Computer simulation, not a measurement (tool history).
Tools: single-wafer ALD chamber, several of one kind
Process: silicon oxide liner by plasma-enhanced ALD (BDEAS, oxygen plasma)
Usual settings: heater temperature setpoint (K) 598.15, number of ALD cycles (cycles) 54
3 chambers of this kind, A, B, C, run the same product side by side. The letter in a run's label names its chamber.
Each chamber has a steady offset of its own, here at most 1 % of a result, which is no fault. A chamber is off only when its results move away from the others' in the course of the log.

run   hour  heater temperature setpoint (K)  number of ALD cycles (cycles)  read-back reference wafer on the same gauge, thickness_nm  mean film thickness on the monitor wafer (angstrom)
 1A    4.9                           598.15                             54                                                     5.2111                                               48.538
 2C   10.1                           598.15                             54                                                     5.2101                                               48.847
 3B   16.5                           598.15                             54                                                     5.2117                                               48.491
 4A     24                           598.15                             54                                                     5.2131                                               48.488
 5C   28.1                           598.15                             54                                                     5.2123                                               48.871
 6B   35.9                           590.15                             45                                                     5.2141                                               40.872
 7B   39.9                           590.15                             45                                                     5.2139                                               41.011
 8C   46.5                           590.15                             45                                                     5.2145                                                41.15
 9A   51.7                           598.15                             54                                                     5.2148                                               48.462
10C   58.2                           598.15                             54                                                     5.2158                                               48.965
11B   62.3                           598.15                             54                                                     5.2165                                               48.539
12A   70.5                           586.15                             62                                                     5.2182                                               56.737
13B   78.9                           586.15                             62                                                     5.2201                                               56.635
14A   82.9                           586.15                             62                                                     5.2183                                               56.844
15C   90.3                           598.15                             54                                                     5.2183                                               48.909
16A   97.6                           598.15                             54                                                     5.2199                                                48.59
17B  103.3                           598.15                             54                                                     5.2203                                                48.63
18C  109.3                           598.15                             54                                                      5.222                                               48.917
19C  115.5                           598.15                             54                                                     5.2211                                               48.954
20A  123.5                           598.15                             54                                                     5.2216                                               48.648
21B    131                           598.15                             54                                                     5.2223                                               48.534
22A  139.5                           598.15                             54                                                     5.2232                                               48.585
23B  145.9                           598.15                             60                                                     5.2247                                               54.067
24C  151.9                           598.15                             60                                                     5.2245                                               54.413
25B  155.8                           598.15                             60                                                     5.2249                                               53.916
26C  161.4                           598.15                             54                                                      5.224                                               48.988
27A    170                           598.15                             54                                                     5.2255                                                48.61
28B  178.3                           598.15                             54                                                     5.2292                                               48.632
29A  186.8                           598.15                             54                                                     5.2285                                               48.706
30C  193.8                           598.15                             54                                                     5.2286                                               49.043
31C  201.7                           598.15                             54                                                     5.2293                                               48.951
32B  206.3                           598.15                             54                                                     5.2305                                               48.682
33A  214.1                           598.15                             54                                                     5.2327                                               48.732
34A  222.5                           598.15                             54                                                     5.2341                                               48.757
35B  228.8                           598.15                             54                                                     5.2332                                               48.703

Next, every chamber runs the same settings. What will each give?
36A   235                           598.15                             59                                                                                                               ?
36B   235                           598.15                             59                                                                                                               ?
36C   235                           598.15                             59                                                                                                               ?

run  mean film thickness on the monitor wafer (angstrom)
36A                                               53.191
36B                                               53.228
36C                                               53.557

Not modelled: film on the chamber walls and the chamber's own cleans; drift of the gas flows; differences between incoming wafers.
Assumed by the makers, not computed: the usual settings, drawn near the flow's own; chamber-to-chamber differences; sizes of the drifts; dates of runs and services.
